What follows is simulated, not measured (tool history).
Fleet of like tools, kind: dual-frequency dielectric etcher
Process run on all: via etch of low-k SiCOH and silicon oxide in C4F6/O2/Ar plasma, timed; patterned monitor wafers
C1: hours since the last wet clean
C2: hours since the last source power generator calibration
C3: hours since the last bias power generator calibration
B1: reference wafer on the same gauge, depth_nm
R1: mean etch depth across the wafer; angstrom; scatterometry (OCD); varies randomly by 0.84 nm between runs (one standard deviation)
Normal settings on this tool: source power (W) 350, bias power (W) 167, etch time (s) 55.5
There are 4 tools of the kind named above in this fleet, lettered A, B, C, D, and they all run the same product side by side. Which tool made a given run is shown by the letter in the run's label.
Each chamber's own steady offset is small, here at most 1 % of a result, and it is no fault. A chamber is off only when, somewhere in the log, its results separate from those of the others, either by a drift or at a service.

run 1B day=0.5 | source_power_(W)=350 bias_power_(W)=167 etch_time_(s)=55.5 | C1=177.7 C2=734.4 C3=1813 | B1=120.74 | R1=1348.1
run 2A day=0.95 | source_power_(W)=350 bias_power_(W)=167 etch_time_(s)=55.5 | C1=237.2 C2=1403.4 C3=1486.2 | B1=120.78 | R1=1333.4
run 3C day=1.275 | source_power_(W)=350 bias_power_(W)=167 etch_time_(s)=55.5 | C1=327.1 C2=1524.8 C3=4263.6 | B1=120.92 | R1=1346.2
run 4D day=1.667 | source_power_(W)=350 bias_power_(W)=167 etch_time_(s)=55.5 | C1=116.6 C2=2508.6 C3=1869 | B1=121.14 | R1=1332.3
run 5D day=2.329 | source_power_(W)=350 bias_power_(W)=167 etch_time_(s)=55.5 | C1=132.5 C2=2524.5 C3=1884.9 | B1=120.86 | R1=1331.7
run 6B day=2.933 | source_power_(W)=350 bias_power_(W)=167 etch_time_(s)=55.5 | C1=236.1 C2=792.8 C3=1871.4 | B1=121.28 | R1=1337.3
run 7A day=3.575 | source_power_(W)=350 bias_power_(W)=167 etch_time_(s)=55.5 | C1=300.2 C2=1466.4 C3=1549.2 | B1=121.05 | R1=1335.2
run 8C day=3.925 | source_power_(W)=350 bias_power_(W)=167 etch_time_(s)=55.5 | C1=390.7 C2=1588.4 C3=4327.2 | B1=121.16 | R1=1345
run 9C day=4.242 | source_power_(W)=350 bias_power_(W)=167 etch_time_(s)=55.5 | C1=398.3 C2=1596 C3=4334.8 | B1=121.13 | R1=1345.4
run 10A day=4.862 | source_power_(W)=350 bias_power_(W)=167 etch_time_(s)=55.5 | C1=331.1 C2=1497.3 C3=1580.1 | B1=120.89 | R1=1340.6
run 11D day=5.308 | source_power_(W)=350 bias_power_(W)=167 etch_time_(s)=55.5 | C1=204 C2=2596 C3=1956.4 | B1=120.92 | R1=1343
run 12B day=5.979 | source_power_(W)=350 bias_power_(W)=167 etch_time_(s)=55.5 | C1=309.2 C2=865.9 C3=1944.5 | B1=121.08 | R1=1327.9
run 13B day=6.592 | source_power_(W)=350 bias_power_(W)=167 etch_time_(s)=55.5 | C1=323.9 C2=880.6 C3=1959.2 | B1=120.95 | R1=1317.1
run 14C day=7.004 | source_power_(W)=350 bias_power_(W)=167 etch_time_(s)=55.5 | C1=464.6 C2=1662.3 C3=4401.1 | B1=121.07 | R1=1344.6
run 15A day=7.662 | source_power_(W)=350 bias_power_(W)=167 etch_time_(s)=55.5 | C1=398.3 C2=1564.5 C3=1647.3 | B1=120.88 | R1=1341.1
run 16D day=7.983 | source_power_(W)=260 bias_power_(W)=167 etch_time_(s)=61 | C1=268.2 C2=2660.2 C3=2020.6 | B1=121 | R1=1295.3
run 17C day=8.367 | source_power_(W)=260 bias_power_(W)=167 etch_time_(s)=61 | C1=497.3 C2=1695 C3=4433.8 | B1=120.84 | R1=1300.7
run 18B day=8.783 | source_power_(W)=260 bias_power_(W)=167 etch_time_(s)=61 | C1=376.5 C2=933.2 C3=2011.8 | B1=121.05 | R1=1305.5
run 19D day=9.233 | source_power_(W)=260 bias_power_(W)=167 etch_time_(s)=61 | C1=298.2 C2=2690.2 C3=2050.6 | B1=120.98 | R1=1308.7
-- day=9.388 chamber C: wet clean of the chamber
run 20A day=9.692 | source_power_(W)=350 bias_power_(W)=167 etch_time_(s)=55.5 | C1=447 C2=1613.2 C3=1696 | B1=120.92 | R1=1345.7
run 21B day=10.375 | source_power_(W)=350 bias_power_(W)=167 etch_time_(s)=55.5 | C1=414.7 C2=971.4 C3=2050 | B1=121.03 | R1=1347.6
-- day=10.829 chamber B: wet clean of the chamber
run 22D day=10.867 | source_power_(W)=350 bias_power_(W)=167 etch_time_(s)=55.5 | C1=337.4 C2=2729.4 C3=2089.8 | B1=120.95 | R1=1326.6
run 23A day=11.233 | source_power_(W)=350 bias_power_(W)=167 etch_time_(s)=55.5 | C1=484 C2=1650.2 C3=1733 | B1=120.81 | R1=1327.7
run 24C day=11.579 | source_power_(W)=350 bias_power_(W)=167 etch_time_(s)=55.5 | C1=52.7 C2=1772.1 C3=4510.9 | B1=121.09 | R1=1333.6
run 25D day=12.021 | source_power_(W)=350 bias_power_(W)=167 etch_time_(s)=55.5 | C1=365.1 C2=2757.1 C3=2117.5 | B1=120.82 | R1=1342.4
run 26C day=12.442 | source_power_(W)=350 bias_power_(W)=167 etch_time_(s)=55.5 | C1=73.4 C2=1792.8 C3=4531.6 | B1=121.2 | R1=1337.6
-- day=12.8 chamber D: bias power generator calibrated
run 27B day=12.975 | source_power_(W)=350 bias_power_(W)=167 etch_time_(s)=55.5 | C1=51.5 C2=1033.8 C3=2112.4 | B1=121.08 | R1=1327.8
run 28A day=13.471 | source_power_(W)=350 bias_power_(W)=167 etch_time_(s)=55.5 | C1=537.7 C2=1703.9 C3=1786.7 | B1=120.93 | R1=1327.3
run 29A day=14.15 | source_power_(W)=350 bias_power_(W)=167 etch_time_(s)=55.5 | C1=554 C2=1720.2 C3=1803 | B1=120.68 | R1=1343.5
run 30B day=14.45 | source_power_(W)=350 bias_power_(W)=167 etch_time_(s)=55.5 | C1=86.9 C2=1069.2 C3=2147.8 | B1=121.1 | R1=1335.4
run 31C day=14.962 | source_power_(W)=350 bias_power_(W)=167 etch_time_(s)=55.5 | C1=133.9 C2=1853.3 C3=4592.1 | B1=121.21 | R1=1335.6
run 32D day=15.496 | source_power_(W)=350 bias_power_(W)=167 etch_time_(s)=55.5 | C1=448.5 C2=2840.5 C3=64.8 | B1=120.96 | R1=1324.6
run 33A day=15.9 | source_power_(W)=350 bias_power_(W)=167 etch_time_(s)=55.5 | C1=596 C2=1762.2 C3=1845 | B1=121.11 | R1=1330.6
run 34B day=16.329 | source_power_(W)=300 bias_power_(W)=167 etch_time_(s)=55.5 | C1=132 C2=1114.3 C3=2192.9 | B1=120.92 | R1=1246.7
run 35D day=16.679 | source_power_(W)=300 bias_power_(W)=167 etch_time_(s)=55.5 | C1=476.9 C2=2868.9 C3=93.2 | B1=120.96 | R1=1244.7
-- day=16.733 chamber A: wet clean of the chamber
run 36C day=17.092 | source_power_(W)=300 bias_power_(W)=167 etch_time_(s)=55.5 | C1=185 C2=1904.4 C3=4643.2 | B1=121.11 | R1=1253
run 37A day=17.6 | source_power_(W)=300 bias_power_(W)=167 etch_time_(s)=55.5 | C1=20.9 C2=1803 C3=1885.8 | B1=120.89 | R1=1261.2
run 38D day=18.242 | source_power_(W)=350 bias_power_(W)=167 etch_time_(s)=55.5 | C1=514.4 C2=2906.4 C3=130.7 | B1=120.96 | R1=1341.7
-- day=18.562 chamber C: bias power generator calibrated
run 39B day=18.888 | source_power_(W)=350 bias_power_(W)=152 etch_time_(s)=55.5 | C1=193.4 C2=1175.7 C3=2254.3 | B1=121 | R1=1289.8
run 40C day=19.429 | source_power_(W)=350 bias_power_(W)=152 etch_time_(s)=55.5 | C1=241.1 C2=1960.5 C3=20.8 | B1=120.8 | R1=1286
run 41D day=19.792 | source_power_(W)=350 bias_power_(W)=152 etch_time_(s)=55.5 | C1=551.6 C2=2943.6 C3=167.9 | B1=120.99 | R1=1294.2
run 42B day=20.433 | source_power_(W)=350 bias_power_(W)=152 etch_time_(s)=55.5 | C1=230.5 C2=1212.8 C3=2291.4 | B1=120.91 | R1=1309.6
run 43C day=20.817 | source_power_(W)=430 bias_power_(W)=167 etch_time_(s)=67 | C1=274.4 C2=1993.8 C3=54.1 | B1=121.01 | R1=1732.2

Each of the 4 chambers runs these same settings next. Fill in every chamber's results:
run 44A day=21.308 | source_power_(W)=350 bias_power_(W)=167 etch_time_(s)=41 | R1=?
run 44B day=21.308 | source_power_(W)=350 bias_power_(W)=167 etch_time_(s)=41 | R1=?
run 44C day=21.308 | source_power_(W)=350 bias_power_(W)=167 etch_time_(s)=41 | R1=?
run 44D day=21.308 | source_power_(W)=350 bias_power_(W)=167 etch_time_(s)=41 | R1=?

run=44A R1=996.42
run=44B R1=984.16
run=44C R1=982.7
run=44D R1=983.71

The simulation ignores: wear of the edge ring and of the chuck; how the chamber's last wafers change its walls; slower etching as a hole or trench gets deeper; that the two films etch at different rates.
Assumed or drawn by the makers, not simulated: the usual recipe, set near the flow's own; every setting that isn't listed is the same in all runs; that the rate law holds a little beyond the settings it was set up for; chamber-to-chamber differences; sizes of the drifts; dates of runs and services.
